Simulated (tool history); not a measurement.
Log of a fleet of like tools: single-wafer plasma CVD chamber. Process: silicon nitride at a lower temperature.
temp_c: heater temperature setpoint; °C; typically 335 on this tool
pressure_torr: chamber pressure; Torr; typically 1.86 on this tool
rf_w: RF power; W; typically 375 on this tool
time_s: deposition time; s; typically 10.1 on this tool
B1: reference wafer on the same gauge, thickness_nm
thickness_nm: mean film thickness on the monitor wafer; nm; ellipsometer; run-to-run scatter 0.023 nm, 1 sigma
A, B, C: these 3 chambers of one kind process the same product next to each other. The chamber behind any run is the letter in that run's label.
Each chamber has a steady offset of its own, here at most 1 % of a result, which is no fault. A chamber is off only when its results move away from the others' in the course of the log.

{"run": "1B", "hour": 2.6, "temp_c": 335, "pressure_torr": 1.86, "rf_w": 375, "time_s": 10.1, "B1": 16.801, "thickness_nm": 14.465}
{"run": "2C", "hour": 6.3, "temp_c": 335, "pressure_torr": 1.86, "rf_w": 375, "time_s": 10.1, "B1": 16.794, "thickness_nm": 14.432}
{"run": "3A", "hour": 10.6, "temp_c": 335, "pressure_torr": 1.86, "rf_w": 375, "time_s": 10.1, "B1": 16.794, "thickness_nm": 14.429}
{"run": "4B", "hour": 13.9, "temp_c": 335, "pressure_torr": 1.86, "rf_w": 375, "time_s": 10.1, "B1": 16.794, "thickness_nm": 14.525}
{"run": "5A", "hour": 18.1, "temp_c": 326, "pressure_torr": 1.86, "rf_w": 375, "time_s": 10.1, "B1": 16.787, "thickness_nm": 14.471}
{"run": "6C", "hour": 23.7, "temp_c": 326, "pressure_torr": 1.86, "rf_w": 375, "time_s": 10.1, "B1": 16.778, "thickness_nm": 14.48}
{"run": "7B", "hour": 27.3, "temp_c": 326, "pressure_torr": 1.86, "rf_w": 375, "time_s": 10.1, "B1": 16.778, "thickness_nm": 14.541}
{"run": "8A", "hour": 31.0, "temp_c": 335, "pressure_torr": 1.86, "rf_w": 375, "time_s": 10.1, "B1": 16.774, "thickness_nm": 14.403}
{"run": "9C", "hour": 35.0, "temp_c": 335, "pressure_torr": 1.86, "rf_w": 375, "time_s": 10.1, "B1": 16.773, "thickness_nm": 14.454}
{"run": "10B", "hour": 37.6, "temp_c": 335, "pressure_torr": 1.86, "rf_w": 375, "time_s": 10.1, "B1": 16.772, "thickness_nm": 14.499}
{"run": "11C", "hour": 42.9, "temp_c": 335, "pressure_torr": 1.86, "rf_w": 375, "time_s": 10.1, "B1": 16.767, "thickness_nm": 14.414}
{"run": "12A", "hour": 46.2, "temp_c": 335, "pressure_torr": 1.86, "rf_w": 375, "time_s": 10.1, "B1": 16.765, "thickness_nm": 14.446}
{"run": "13B", "hour": 51.4, "temp_c": 335, "pressure_torr": 1.86, "rf_w": 375, "time_s": 10.1, "B1": 16.762, "thickness_nm": 14.473}
{"run": "14A", "hour": 53.9, "temp_c": 335, "pressure_torr": 1.86, "rf_w": 375, "time_s": 10.1, "B1": 16.754, "thickness_nm": 14.425}
{"run": "15C", "hour": 58.3, "temp_c": 335, "pressure_torr": 1.86, "rf_w": 375, "time_s": 10.1, "B1": 16.756, "thickness_nm": 14.448}
{"run": "16C", "hour": 63.8, "temp_c": 335, "pressure_torr": 1.86, "rf_w": 375, "time_s": 10.1, "B1": 16.752, "thickness_nm": 14.439}
{"run": "17A", "hour": 67.4, "temp_c": 335, "pressure_torr": 1.86, "rf_w": 375, "time_s": 10.1, "B1": 16.745, "thickness_nm": 14.383}
{"run": "18B", "hour": 70.5, "temp_c": 335, "pressure_torr": 1.86, "rf_w": 375, "time_s": 10.1, "B1": 16.747, "thickness_nm": 14.484}
{"run": "19B", "hour": 75.7, "temp_c": 335, "pressure_torr": 1.86, "rf_w": 375, "time_s": 10.1, "B1": 16.737, "thickness_nm": 14.436}
{"run": "20A", "hour": 80.1, "temp_c": 335, "pressure_torr": 1.86, "rf_w": 375, "time_s": 10.1, "B1": 16.736, "thickness_nm": 14.393}
{"run": "21C", "hour": 84.0, "temp_c": 335, "pressure_torr": 1.86, "rf_w": 375, "time_s": 10.1, "B1": 16.736, "thickness_nm": 14.39}
{"run": "22A", "hour": 87.6, "temp_c": 335, "pressure_torr": 1.86, "rf_w": 375, "time_s": 10.1, "B1": 16.729, "thickness_nm": 14.368}
{"run": "23C", "hour": 90.1, "temp_c": 335, "pressure_torr": 1.71, "rf_w": 375, "time_s": 9.1, "B1": 16.729, "thickness_nm": 12.688}
{"run": "24B", "hour": 93.4, "temp_c": 335, "pressure_torr": 1.71, "rf_w": 375, "time_s": 9.1, "B1": 16.726, "thickness_nm": 12.708}
{"run": "25B", "hour": 97.8, "temp_c": 335, "pressure_torr": 1.71, "rf_w": 375, "time_s": 9.1, "B1": 16.729, "thickness_nm": 12.733}
{"hour": 99.6, "done": "chamber A: RF generator calibrated"}
{"run": "26A", "hour": 102.9, "temp_c": 335, "pressure_torr": 1.86, "rf_w": 375, "time_s": 10.1, "B1": 16.718, "thickness_nm": 14.398}
{"run": "27C", "hour": 106.4, "temp_c": 335, "pressure_torr": 1.6, "rf_w": 350, "time_s": 10.1, "B1": 16.718, "thickness_nm": 13.187}
{"run": "28A", "hour": 109.4, "temp_c": 335, "pressure_torr": 1.6, "rf_w": 350, "time_s": 10.1, "B1": 16.721, "thickness_nm": 13.18}
{"run": "29B", "hour": 114.5, "temp_c": 335, "pressure_torr": 1.6, "rf_w": 350, "time_s": 10.1, "B1": 16.714, "thickness_nm": 13.281}
{"run": "30C", "hour": 120.1, "temp_c": 335, "pressure_torr": 1.86, "rf_w": 375, "time_s": 10.1, "B1": 16.71, "thickness_nm": 14.369}
{"run": "31C", "hour": 124.7, "temp_c": 322, "pressure_torr": 1.51, "rf_w": 375, "time_s": 10.1, "B1": 16.697, "thickness_nm": 13.588}
{"run": "32A", "hour": 128.8, "temp_c": 322, "pressure_torr": 1.51, "rf_w": 375, "time_s": 10.1, "B1": 16.7, "thickness_nm": 13.615}
{"run": "33B", "hour": 132.4, "temp_c": 322, "pressure_torr": 1.51, "rf_w": 375, "time_s": 10.1, "B1": 16.693, "thickness_nm": 13.668}
{"run": "34A", "hour": 135.1, "temp_c": 335, "pressure_torr": 1.86, "rf_w": 375, "time_s": 10.1, "B1": 16.693, "thickness_nm": 14.367}

Next, all 3 chambers run the settings below, one line each with question marks for the results. What does each chamber give?
{"run": "35A", "hour": 139.2, "temp_c": 335, "pressure_torr": 1.86, "rf_w": 425, "time_s": 10.1, "thickness_nm": "?"}
{"run": "35B", "hour": 139.2, "temp_c": 335, "pressure_torr": 1.86, "rf_w": 425, "time_s": 10.1, "thickness_nm": "?"}
{"run": "35C", "hour": 139.2, "temp_c": 335, "pressure_torr": 1.86, "rf_w": 425, "time_s": 10.1, "thickness_nm": "?"}

run=35A thickness_nm=15.523
run=35B thickness_nm=15.631
run=35C thickness_nm=15.519
